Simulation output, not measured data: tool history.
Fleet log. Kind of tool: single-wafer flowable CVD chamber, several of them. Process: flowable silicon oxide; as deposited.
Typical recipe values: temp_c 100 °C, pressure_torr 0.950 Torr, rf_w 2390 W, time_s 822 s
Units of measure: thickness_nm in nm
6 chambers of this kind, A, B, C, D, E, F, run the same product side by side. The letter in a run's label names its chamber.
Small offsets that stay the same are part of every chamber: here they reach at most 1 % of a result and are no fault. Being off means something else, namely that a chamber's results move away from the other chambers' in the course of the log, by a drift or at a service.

run	day	temp_c	pressure_torr	rf_w	time_s	read-back reference wafer on the same gauge, thickness_nm	thickness_nm
1B	0.225	100	0.950	2390	822	578.77	643.28
2A	0.679	100	0.950	2390	822	578.11	634.04
3F	1.062	100	0.950	2390	822	577.58	643.34
4C	1.312	100	0.950	2390	822	578.38	642.46
5E	1.758	100	0.950	2390	822	577.69	634.78
6D	2.142	100	0.950	2390	822	577.85	638.32
# day 2.346: chamber C: RF generator calibrated
7C	2.438	100	0.950	2390	822	578.59	641.22
8D	2.692	100	0.950	2390	822	578.69	630.08
9E	3.121	100	0.950	2390	822	578.04	631.53
10F	3.429	100	0.950	2390	822	578.73	644.88
11B	3.850	100	0.950	2390	822	578.05	641.63
12A	4.121	94	1.174	2390	822	577.77	997.27
13F	4.533	94	1.174	2390	822	578.00	991.55
14E	4.838	94	1.174	2390	822	578.11	991.38
15B	5.167	94	1.174	2390	822	577.75	995.41
16D	5.525	94	1.174	2390	822	578.52	984.05
17C	5.783	94	1.174	2390	822	577.99	1005.00
18A	6.138	100	0.950	2390	822	578.27	642.52
19B	6.404	100	0.950	2735	711	577.93	571.17
20C	6.879	100	0.950	2735	711	577.69	565.86
21A	7.242	100	0.950	2735	711	578.04	563.81
22D	7.688	100	0.950	2735	711	577.74	560.52
23F	8.167	100	0.950	2735	711	578.15	555.42
24E	8.646	100	0.950	2735	711	577.28	558.90
25F	9.012	100	1.085	2765	822	577.96	759.67
26C	9.292	100	1.085	2765	822	578.28	768.85
27A	9.508	100	1.085	2765	822	578.32	756.31
28D	9.838	100	1.085	2765	822	577.90	763.74
29B	10.271	100	1.085	2765	822	577.74	770.96
30E	10.658	100	1.085	2765	822	578.73	746.77
31D	11.079	100	0.950	2390	822	578.74	638.42
32A	11.329	100	0.825	2555	822	578.13	541.13
33C	11.696	100	0.825	2555	822	578.58	549.79
34B	12.046	100	0.825	2555	822	577.64	543.84
35F	12.333	100	0.825	2555	822	577.41	537.73
36E	12.792	100	0.825	2555	822	578.82	536.48
37E	13.121	100	0.825	2555	822	577.47	543.22
38A	13.425	100	0.950	2390	822	578.83	634.43
39C	13.775	100	0.950	2390	822	578.62	643.88
40D	14.133	100	0.950	2390	822	578.85	638.50
41B	14.588	100	0.950	2390	822	578.16	643.14
42F	14.804	100	0.950	2390	822	578.00	635.24
43F	15.204	100	0.950	2390	822	576.97	639.73

Predict what each chamber gives when all 6 of them run the settings below next.
44A	15.550	107	0.950	2390	822		?
44B	15.550	107	0.950	2390	822		?
44C	15.550	107	0.950	2390	822		?
44D	15.550	107	0.950	2390	822		?
44E	15.550	107	0.950	2390	822		?
44F	15.550	107	0.950	2390	822		?

run	thickness_nm
44A	502.02
44B	511.25
44C	506.28
44D	504.08
44E	498.80
44F	500.36
